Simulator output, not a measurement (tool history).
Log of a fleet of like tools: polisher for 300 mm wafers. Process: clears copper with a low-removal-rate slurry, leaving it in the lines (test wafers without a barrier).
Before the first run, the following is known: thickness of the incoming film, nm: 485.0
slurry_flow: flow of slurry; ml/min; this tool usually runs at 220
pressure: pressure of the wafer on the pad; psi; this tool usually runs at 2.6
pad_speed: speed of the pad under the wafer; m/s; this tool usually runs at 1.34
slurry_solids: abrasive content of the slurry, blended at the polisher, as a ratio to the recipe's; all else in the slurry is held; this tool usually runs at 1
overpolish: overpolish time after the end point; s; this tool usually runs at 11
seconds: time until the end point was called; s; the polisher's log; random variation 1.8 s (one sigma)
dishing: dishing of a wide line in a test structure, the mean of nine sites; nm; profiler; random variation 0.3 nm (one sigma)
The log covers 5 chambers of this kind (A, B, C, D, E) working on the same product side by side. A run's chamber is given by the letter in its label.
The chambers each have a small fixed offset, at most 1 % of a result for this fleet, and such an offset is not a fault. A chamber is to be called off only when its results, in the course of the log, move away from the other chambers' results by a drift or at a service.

run,hour,slurry_flow,pressure,pad_speed,slurry_solids,overpolish,seconds,dishing
1C,9.2,220,2.6,1.34,1,11,116.79,22.189
2D,17.1,220,2.6,1.34,1,11,116.59,21.878
# hour 22.2: chamber D: worn pad replaced by a new one
3A,25.5,220,2.6,1.34,1,11,112.87,22.287
# hour 28.9: chamber E: worn pad replaced by a new one
4B,31.4,220,2.6,1.34,1,11,114.82,22.088
5E,35.5,220,2.6,1.34,1,11,114.08,22.309
6E,41.8,220,2.6,1.34,1,11,112.92,21.755
# hour 45.5: chamber A: worn pad replaced by a new one
7D,46,220,2.6,1.34,1,11,113.36,22.178
# hour 47.5: chamber D: head pressure recalibrated
# hour 50.6: chamber A: slurry nozzle cleaned
# hour 52.8: chamber B: slurry blender recalibrated
8C,55,220,2.6,1.34,1,11,115.35,22.353
9A,59.4,220,2.6,1.34,1,11,115.26,22.043
10B,63.9,220,2.6,1.34,1,11,111.99,22.347
11A,70.1,220,2.6,1.34,1,8,112.88,19.008
# hour 74.7: chamber B: slurry nozzle cleaned
12B,79.3,220,2.6,1.34,1,8,112.57,18.366
13D,85.7,220,2.6,1.34,1,8,112.23,18.355
14E,93.4,220,2.6,1.34,1,8,112.89,17.977
15C,98.7,220,2.6,1.34,1,8,114.57,18.272
# hour 103.6: chamber B: worn pad replaced by a new one
16A,104.4,220,2.6,1.34,1,11,115.67,21.947
17D,110.1,220,2.6,1.34,1,11,114.11,22.051
18B,115.2,220,2.6,1.34,1,11,112.5,22.074
19C,121.7,220,2.6,1.34,1,11,116.04,21.574
20E,130.8,290,2.6,0.92,1,11,156.38,18.183
# hour 131.2: chamber D: slurry nozzle cleaned
21A,137.1,290,2.6,0.92,1,11,161.14,17.824
22E,142.5,290,2.6,0.92,1,11,156.69,17.752
# hour 146: chamber C: worn pad replaced by a new one
23D,149.9,290,2.6,0.92,1,11,158.36,18.125
24C,155.1,290,2.6,0.92,1,11,165.84,17.844
# hour 157.2: chamber A: slurry blender recalibrated
25B,164.1,220,2.6,1.34,1,11,112.94,22.132
26B,172.7,220,2.6,1.34,1,11,112.9,21.752
27E,180.5,220,2.6,1.34,1,11,113.51,22.152
# hour 181.7: chamber A: worn pad replaced by a new one
28D,185.2,220,2.6,1.34,1,11,111.12,21.617
29A,194.1,220,2.6,1.34,1,11,115.05,21.648
30C,199.9,220,2.6,1.34,1,11,111,21.75

All 5 chambers run these settings next. Forecast each chamber's results:
31A,206.5,220,2.6,1.34,1,11,?,?
31B,206.5,220,2.6,1.34,1,11,?,?
31C,206.5,220,2.6,1.34,1,11,?,?
31D,206.5,220,2.6,1.34,1,11,?,?
31E,206.5,220,2.6,1.34,1,11,?,?

run,seconds,dishing
31A,112.78,21.868
31B,111.44,22.247
31C,112.69,22.326
31D,113.8,22
31E,114.55,21.774
